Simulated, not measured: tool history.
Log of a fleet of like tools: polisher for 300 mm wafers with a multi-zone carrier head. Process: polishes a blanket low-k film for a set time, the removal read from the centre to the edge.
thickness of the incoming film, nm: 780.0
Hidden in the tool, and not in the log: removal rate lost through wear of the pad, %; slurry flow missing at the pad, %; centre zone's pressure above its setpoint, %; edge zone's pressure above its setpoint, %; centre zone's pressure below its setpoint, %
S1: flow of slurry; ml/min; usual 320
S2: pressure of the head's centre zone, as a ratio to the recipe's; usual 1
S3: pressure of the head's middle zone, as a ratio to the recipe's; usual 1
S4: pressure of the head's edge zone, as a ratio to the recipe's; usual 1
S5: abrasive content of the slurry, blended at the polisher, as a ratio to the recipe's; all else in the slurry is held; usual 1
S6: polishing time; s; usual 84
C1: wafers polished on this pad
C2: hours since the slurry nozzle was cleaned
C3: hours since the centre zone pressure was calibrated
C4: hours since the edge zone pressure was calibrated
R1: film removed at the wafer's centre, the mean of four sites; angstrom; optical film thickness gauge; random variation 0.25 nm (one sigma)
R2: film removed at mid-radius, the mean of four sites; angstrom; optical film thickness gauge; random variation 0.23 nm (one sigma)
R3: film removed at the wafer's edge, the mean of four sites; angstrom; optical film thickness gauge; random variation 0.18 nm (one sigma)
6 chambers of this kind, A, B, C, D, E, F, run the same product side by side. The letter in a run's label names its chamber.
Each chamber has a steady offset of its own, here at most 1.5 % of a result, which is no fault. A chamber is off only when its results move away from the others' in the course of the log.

run	day	S1	S2	S3	S4	S5	S6	C1	C2	C3	C4	R1	R2	R3
# day 0.288: chamber E: worn pad replaced by a new one
# day 0.317: chamber B: worn pad replaced by a new one
1A	0.458	320	1	1	1	1	84	459	48.8	736.7	648.4	255.08	256.04	254.56
# day 0.596: chamber B: slurry nozzle cleaned
2E	0.712	320	1	1	1	1	84	79	138.3	375	450.5	257.24	262.15	255.36
# day 0.792: chamber D: worn pad replaced by a new one
# day 0.825: chamber F: worn pad replaced by a new one
# day 0.9: chamber F: centre zone pressure recalibrated
3B	1.067	320	1	1	1	1	84	139	11.4	410.1	342.7	252.48	256.63	254.77
4D	1.312	320	1	1	1	1	84	97	73.5	693.7	436.2	257.27	255.66	253.89
# day 1.529: chamber A: centre zone pressure recalibrated
5F	1.604	320	1	1	1	1	84	144	98.4	16.9	109.9	258.94	257.75	254.94
6C	2.058	320	1	1	1	1	84	611	852.1	782.7	85.9	253.76	252.81	257.47
# day 2.154: chamber A: worn pad replaced by a new one
7C	2.388	320	1	1	1	1	84	672	860	790.6	93.8	252.85	249.25	257
8A	2.862	320	1	1	1.09	1	84	131	106.5	32	706.1	259.17	255.77	270.33
9F	3.275	320	1	1	1.09	1	84	454	138.5	57	150	257.08	259.53	268.18
10D	3.554	320	1	1	1.09	1	84	512	127.3	747.5	490	257.53	258.3	267.57
11B	3.838	320	1	1	1.09	1	84	653	77.9	476.6	409.2	260.35	259.99	267.7
# day 3.85: chamber E: worn pad replaced by a new one
12E	4.133	320	1	1	1.09	1	84	52	220.4	457.1	532.6	259.79	255.51	263.73
# day 4.342: chamber D: centre zone pressure recalibrated
13A	4.429	320	1	1	1.09	1	84	421	144.1	69.6	743.7	258.77	251.2	266.13
14D	4.8	320	1	1	1	1	84	743	157.2	11	519.9	260.12	257.1	252.77
15B	5.133	320	1	1	1	1	84	893	109	507.7	440.3	250.62	255.66	254.88
# day 5.158: chamber D: worn pad replaced by a new one
# day 5.292: chamber C: slurry nozzle cleaned
16F	5.367	320	1	1	1	1	84	842	188.7	107.2	200.2	255.4	255.91	255.16
# day 5.433: chamber A: worn pad replaced by a new one
# day 5.858: chamber F: worn pad replaced by a new one
17E	5.871	320	1	1	1	1	84	374	262.1	498.8	574.3	257.66	258.81	254.97
# day 6.05: chamber C: worn pad replaced by a new one
18C	6.2	320	1	1	1	1	84	28	21.8	882.1	185.3	259.9	253.25	260.03
19B	6.579	320	1	1.06	1	1	84	1161	143.7	542.4	475	254.11	271.21	252.57
# day 6.638: chamber A: slurry nozzle cleaned
20D	6.988	320	1	1.06	1	1	84	339	209.7	63.5	572.4	257.24	273.48	251.22
21A	7.242	320	1	1.06	1	1	84	335	14.6	137.1	811.2	258.71	268.47	255.17
# day 7.346: chamber E: worn pad replaced by a new one
22F	7.758	320	1	1.06	1	1	84	352	246.1	164.6	257.6	261.09	269.69	259
# day 7.938: chamber B: worn pad replaced by a new one
23C	8.179	320	1	1.06	1	1	84	395	69.3	929.6	232.8	259.8	269.76	255.8
# day 8.367: chamber E: centre zone pressure recalibrated
24E	8.562	320	1	1.06	1	1	84	225	326.7	4.7	638.9	276.2	275.47	248.98
# day 8.738: chamber A: worn pad replaced by a new one
25D	9.021	320	1	1	1	1	84	715	258.5	112.3	621.2	260.41	258.84	255.42
26F	9.5	320	1	1	1	1	84	675	287.9	206.4	299.4	259.29	256.49	257.68
# day 9.812: chamber D: worn pad replaced by a new one
# day 9.917: chamber F: worn pad replaced by a new one
27E	9.938	320	1	1	1	1	84	480	359.7	37.7	671.9	275.43	257.97	252.36
28C	10.175	320	1	1	1	1	84	765	117.2	977.5	280.7	254.13	254.42	259.65
# day 10.404: chamber E: worn pad replaced by a new one
29A	10.562	320	1	1	1	1	84	338	94.3	216.8	890.9	258.22	255.51	255.25
30B	11.017	320	1	1.05	1	1	84	571	250.2	648.9	581.5	254.91	265.7	252.98
31A	11.275	320	1	1.05	1	1	84	470	111.4	233.9	908	254.76	270.8	254.83
32C	11.512	320	1	1.05	1	1	84	1012	149.3	1009.6	312.8	256.61	264.85	258.24
33B	11.979	320	1	1.05	1	1	84	749	273.3	672	604.6	256.08	269.67	251.68
34F	12.371	320	1	1.05	1	1	84	455	356.8	275.3	368.3	252.34	270.05	256.83
35D	12.829	320	1	1.05	1	1	84	559	349.9	203.7	712.6	262.61	269.51	254.95
36E	13.162	320	1	1	1	1	84	511	437.1	115.1	749.3	273.48	255.34	252.47
37F	13.492	320	0.91	1	1	1	84	662	383.7	302.2	395.2	226.21	252.1	258.39
38E	13.958	320	0.91	1	1	1	84	659	456.2	134.2	768.4	250.24	255.1	250.15

Next, every chamber runs the same settings. What will each give?
39A	14.338	320	1	1	1	1	84					?	?	?
39B	14.338	320	1	1	1	1	84					?	?	?
39C	14.338	320	1	1	1	1	84					?	?	?
39D	14.338	320	1	1	1	1	84					?	?	?
39E	14.338	320	1	1	1	1	84					?	?	?
39F	14.338	320	1	1	1	1	84					?	?	?

run	R1	R2	R3
39A	252.32	255.61	255.12
39B	256.38	259.36	257.01
39C	251.34	251.6	259.53
39D	258.39	254.04	253.65
39E	278.22	253.19	252.29
39F	257.8	257.76	259.67
